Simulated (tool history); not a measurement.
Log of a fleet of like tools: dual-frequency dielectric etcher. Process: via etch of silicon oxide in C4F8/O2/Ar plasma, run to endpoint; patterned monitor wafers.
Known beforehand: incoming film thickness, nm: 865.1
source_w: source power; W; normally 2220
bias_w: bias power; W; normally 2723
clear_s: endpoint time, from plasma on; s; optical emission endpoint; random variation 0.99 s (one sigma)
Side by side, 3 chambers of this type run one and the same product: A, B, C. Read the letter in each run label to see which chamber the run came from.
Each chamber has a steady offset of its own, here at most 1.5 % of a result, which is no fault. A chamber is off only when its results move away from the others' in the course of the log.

run	hour	source_w	bias_w	hours since the last wet clean	hours since the last source power generator calibration	hours since the last bias power generator calibration	clear_s
1A	5.0	2220	2723	370.5	486.5	2565.9	149.36
# hour 10.5: chamber B: wet clean of the chamber
2C	10.6	2220	2723	185.1	675.7	1900.1	149.11
3B	17.0	2220	2723	6.5	1913.9	1478.2	153.12
4B	20.0	2220	2723	9.5	1916.9	1481.2	151.01
5C	25.3	2220	2723	199.8	690.4	1914.8	151.24
6A	31.2	2020	2499	396.7	512.7	2592.1	159.14
7C	34.7	2020	2499	209.2	699.8	1924.2	160.55
8B	38.1	2020	2499	27.6	1935.0	1499.3	160.65
9A	44.0	2220	2723	409.5	525.5	2604.9	149.39
10A	49.6	2220	2723	415.1	531.1	2610.5	148.17
11B	54.4	2220	2723	43.9	1951.3	1515.6	149.89
12C	59.3	2220	2723	233.8	724.4	1948.8	148.22
# hour 64.2: chamber A: wet clean of the chamber
13A	64.9	1960	3387	0.8	546.4	2625.8	146.27
14B	68.9	1960	3387	58.4	1965.8	1530.1	148.38
15C	71.8	1960	3387	246.3	736.9	1961.3	146.97
16B	77.7	2220	2723	67.2	1974.6	1538.9	150.84
17C	82.6	2220	2252	257.1	747.7	1972.1	158.29
18A	86.6	2220	2252	22.5	568.1	2647.5	157.18
19C	89.9	2220	2252	264.4	755.0	1979.4	158.33
20B	93.0	2220	2723	82.5	1989.9	1554.2	150.41
21A	97.5	2220	2723	33.4	579.0	2658.4	150.14
22C	103.3	2220	2723	277.8	768.4	1992.8	149.76
23A	109.4	2220	2723	45.3	590.9	2670.3	149.13

For the next run the whole fleet of 3 chambers uses the same settings. Give each chamber's results:
24A	114.0	2220	2723				?
24B	114.0	2220	2723				?
24C	114.0	2220	2723				?

run	clear_s
24A	147.20
24B	152.37
24C	149.19

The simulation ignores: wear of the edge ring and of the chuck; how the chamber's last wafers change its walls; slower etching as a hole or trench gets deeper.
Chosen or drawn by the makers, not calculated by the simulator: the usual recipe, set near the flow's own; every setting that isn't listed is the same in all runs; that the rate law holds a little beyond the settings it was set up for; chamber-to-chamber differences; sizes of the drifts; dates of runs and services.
